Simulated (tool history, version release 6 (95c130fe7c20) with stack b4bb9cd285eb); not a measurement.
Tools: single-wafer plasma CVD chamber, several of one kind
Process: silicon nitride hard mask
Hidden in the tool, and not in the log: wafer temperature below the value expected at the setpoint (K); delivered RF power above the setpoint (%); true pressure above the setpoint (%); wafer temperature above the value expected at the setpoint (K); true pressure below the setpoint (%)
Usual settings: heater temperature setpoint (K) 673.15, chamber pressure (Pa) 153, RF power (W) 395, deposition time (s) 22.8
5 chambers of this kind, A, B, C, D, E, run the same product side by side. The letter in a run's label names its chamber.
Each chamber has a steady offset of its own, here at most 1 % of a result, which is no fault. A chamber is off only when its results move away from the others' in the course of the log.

run,day,heater temperature setpoint (K),chamber pressure (Pa),RF power (W),deposition time (s),hours since the last thermocouple change,hours since the last RF generator calibration,hours since the last manometer calibration,"read-back reference wafer on the same gauge, thickness_nm",mean film thickness on the monitor wafer (angstrom)
1C,0.158,673.15,153,395,22.8,73.6,953.5,766.9,32.616,281.86
2A,0.350,673.15,153,395,22.8,166.7,666.0,812.2,32.588,282.53
3E,0.542,673.15,153,395,22.8,1572.6,1371.2,3023.4,32.566,284.98
# day 0.617: chamber C: RF generator calibrated
4D,0.721,673.15,153,395,22.8,477.8,719.8,1369.5,32.576,282.74
5B,0.842,673.15,153,395,22.8,1881.6,553.4,1244.9,32.584,282.22
6C,0.967,673.15,153,395,22.8,93.0,8.5,786.3,32.556,281.59
7D,1.112,673.15,153,395,25.7,487.2,729.2,1378.9,32.555,319.82
8B,1.292,673.15,153,395,25.7,1892.4,564.2,1255.7,32.541,317.82
9A,1.454,673.15,153,395,25.7,193.2,692.5,838.7,32.543,316.97
10E,1.638,673.15,153,395,25.7,1598.9,1397.5,3049.7,32.544,322.27
11C,1.750,673.15,153,395,25.7,111.8,27.3,805.1,32.531,316.01
12D,1.879,673.15,153,395,22.8,505.6,747.6,1397.3,32.520,283.65
13B,1.979,673.15,128,395,22.8,1908.9,580.7,1272.2,32.515,266.22
14E,2.129,673.15,128,395,22.8,1610.7,1409.3,3061.5,32.532,267.49
15A,2.312,673.15,128,395,22.8,213.8,713.1,859.3,32.515,264.73
16E,2.429,673.15,128,395,22.8,1617.9,1416.5,3068.7,32.511,267.11
17B,2.521,673.15,128,395,22.8,1921.9,593.7,1285.2,32.500,265.55
18C,2.617,673.15,153,395,22.8,132.6,48.1,825.9,32.497,281.12
19A,2.746,673.15,153,395,22.8,224.2,723.5,869.7,32.485,281.96
20D,2.854,673.15,153,395,22.8,529.0,771.0,1420.7,32.490,282.76
21C,2.979,673.15,153,395,22.8,141.3,56.8,834.6,32.497,280.73
22B,3.175,673.15,153,395,22.8,1937.6,609.4,1300.9,32.464,281.70
23A,3.362,673.15,153,395,22.8,239.0,738.3,884.5,32.464,282.19
24E,3.475,673.15,153,395,22.8,1643.0,1441.6,3093.8,32.481,284.93
25D,3.617,673.15,153,395,22.8,547.3,789.3,1439.0,32.460,282.78
26D,3.738,673.15,153,395,22.8,550.2,792.2,1441.9,32.472,282.50
27E,3.896,673.15,153,395,22.8,1653.1,1451.7,3103.9,32.460,284.77
28B,4.033,673.15,153,395,22.8,1958.2,630.0,1321.5,32.459,281.38
29C,4.196,673.15,153,395,22.8,170.5,86.0,863.8,32.440,279.97
# day 4.275: chamber E: RF generator calibrated
30A,4.333,673.15,175,395,19.7,262.3,761.6,907.8,32.453,252.85
31D,4.462,673.15,175,395,19.7,567.6,809.6,1459.3,32.434,254.29
32B,4.612,673.15,175,395,19.7,1972.1,643.9,1335.4,32.419,253.45
33A,4.721,673.15,175,395,19.7,271.6,770.9,917.1,32.427,252.86
34E,4.850,673.15,175,395,19.7,1676.0,13.8,3126.8,32.405,256.05
35C,5.033,673.15,153,395,22.8,190.6,106.1,883.9,32.413,280.00
36B,5.138,673.15,153,465,22.8,1984.7,656.5,1348.0,32.411,308.20
37D,5.250,673.15,153,465,22.8,586.5,828.5,1478.2,32.406,310.26
38C,5.350,673.15,153,465,22.8,198.2,113.7,891.5,32.396,308.03
39E,5.496,673.15,153,465,22.8,1691.5,29.3,3142.3,32.390,311.61
40A,5.588,673.15,153,465,22.8,292.4,791.7,937.9,32.387,307.60
# day 5.621: chamber E: capacitance manometer re-zeroed and calibrated
41E,5.688,673.15,153,395,22.8,1696.1,33.9,1.6,32.380,284.15

What goes on in this fleet: one chamber off, a drifting gauge, or nothing beyond the chambers' own small offsets? Name the chamber and the cause, if any.

The gauge drifts, so all chambers seem to drift together. No chamber is off.
Cause: gauge reads low (%) = 0.676.
